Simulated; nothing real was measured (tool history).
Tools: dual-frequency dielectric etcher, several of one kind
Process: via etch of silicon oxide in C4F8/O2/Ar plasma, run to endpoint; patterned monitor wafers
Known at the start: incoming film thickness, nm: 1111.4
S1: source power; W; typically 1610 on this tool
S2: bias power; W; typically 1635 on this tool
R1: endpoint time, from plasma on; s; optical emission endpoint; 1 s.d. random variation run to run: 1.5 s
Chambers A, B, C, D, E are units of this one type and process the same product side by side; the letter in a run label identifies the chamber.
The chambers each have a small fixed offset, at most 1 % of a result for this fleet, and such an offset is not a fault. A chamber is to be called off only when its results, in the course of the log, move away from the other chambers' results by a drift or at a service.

run	day	S1	S2	R1
# day 0.038: chamber E: bias power generator calibrated
1A	0.183	1610	1635	254.05
2C	0.338	1610	1635	253.55
3E	0.521	1610	1635	252.54
4D	0.633	1610	1635	253.67
5B	0.742	1610	1635	253.61
6A	0.925	1610	1635	254.47
7D	1.058	1610	1635	255.6
8E	1.233	1950	1926	223.78
9C	1.367	1950	1926	223.51
10B	1.458	1950	1926	225.3
11E	1.567	1950	1926	222.59
12C	1.733	1950	1926	224.98
13D	1.871	1610	1635	253.59
# day 2.017: chamber E: wet clean of the chamber
14A	2.038	1610	1635	254.38
15B	2.212	1840	1483	246.58
16A	2.383	1840	1483	246.62
17B	2.492	1840	1483	245.05
18E	2.662	1840	1483	243.79
19C	2.788	1840	1483	249.21
20D	2.929	1610	1635	252.68
21B	3.012	1610	1635	252.6
22A	3.146	1610	1635	254.57
23E	3.329	1610	1635	254.34
24C	3.471	1610	1635	253.22
25D	3.658	1610	1635	251.35
26C	3.846	1610	1635	255.31
27E	4.017	1610	1635	252.49
28B	4.104	1990	1991	218.63
29A	4.246	1990	1991	218.19
30D	4.346	1990	1991	221.47
31A	4.475	1990	1991	216.35
32E	4.596	1990	1991	220.79
33C	4.704	1730	1259	265.37
34D	4.854	1730	1259	265.85
35B	4.954	1730	1259	266.93
36E	5.108	1730	1259	262.33
37D	5.246	1730	1259	263.89
38A	5.35	1610	1635	252.59
39B	5.458	1610	1635	254.37

The same settings go to every chamber for the next run, one line per chamber below. Forecast the results for each:
40A	5.592	1610	1871	?
40B	5.592	1610	1871	?
40C	5.592	1610	1871	?
40D	5.592	1610	1871	?
40E	5.592	1610	1871	?

run	R1
40A	243.68
40B	241.23
40C	245.53
40D	246.05
40E	243.84
